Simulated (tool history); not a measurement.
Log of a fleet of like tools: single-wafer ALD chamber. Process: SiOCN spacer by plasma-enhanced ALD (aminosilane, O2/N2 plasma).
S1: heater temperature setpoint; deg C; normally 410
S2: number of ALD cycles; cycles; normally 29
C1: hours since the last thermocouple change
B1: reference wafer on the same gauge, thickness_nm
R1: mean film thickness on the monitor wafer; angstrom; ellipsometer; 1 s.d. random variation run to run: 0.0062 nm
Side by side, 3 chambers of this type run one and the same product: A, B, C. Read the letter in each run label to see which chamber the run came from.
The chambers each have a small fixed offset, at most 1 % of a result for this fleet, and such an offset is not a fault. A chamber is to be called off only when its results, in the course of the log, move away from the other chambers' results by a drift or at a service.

run  hour   S1  S2      C1      B1      R1
 1B   4.2  410  29  1192.3  1.7395  17.054
 2A   7.6  410  29  1776.9  1.7407  17.153
 3C  10.7  410  29  1261.3  1.7401  17.022
 4A  14.5  410  29  1783.8  1.7408  17.133
 5C  17.9  410  29  1268.5  1.7393  17.162
 6B  22.4  410  29  1210.5  1.7384  17.073
 7B  24.8  410  32  1212.9  1.7391  18.955
 8A  28.5  410  32  1797.8  1.7379  18.984
 9C  31.3  410  32  1281.9  1.7392  18.769
10B  33.8  410  29  1221.9  1.7387  17.083
11A  36.0  410  29  1805.3  1.7410  17.167
12C  39.1  410  29  1289.7  1.7409  17.012
13A  43.5  410  29  1812.8  1.7411  17.069
14B  48.2  410  29  1236.3  1.7393  17.136
15C  50.6  410  29  1301.2  1.7397  17.061
16B  53.4  410  29  1241.5  1.7401  17.176
17A  56.5  410  29  1825.8  1.7403  17.087
18C  58.9  410  29  1309.5  1.7407  17.027
19C  63.0  410  29  1313.6  1.7401  17.033
20B  66.0  410  29  1254.1  1.7403  17.136
21A  68.7  410  29  1838.0  1.7409  17.153
22A  70.8  410  29  1840.1  1.7404  17.104
23C  74.8  410  29  1325.4  1.7416  16.953
24B  77.5  410  29  1265.6  1.7393  17.094

Decide between three cases: one chamber stands off from its peers, the gauge reading all wafers drifts, or nothing is wrong past each chamber's small offset. Where a chamber is off, say which and what most likely put it there.

No chamber stands off beyond its own small offset, and the gauge holds steady.
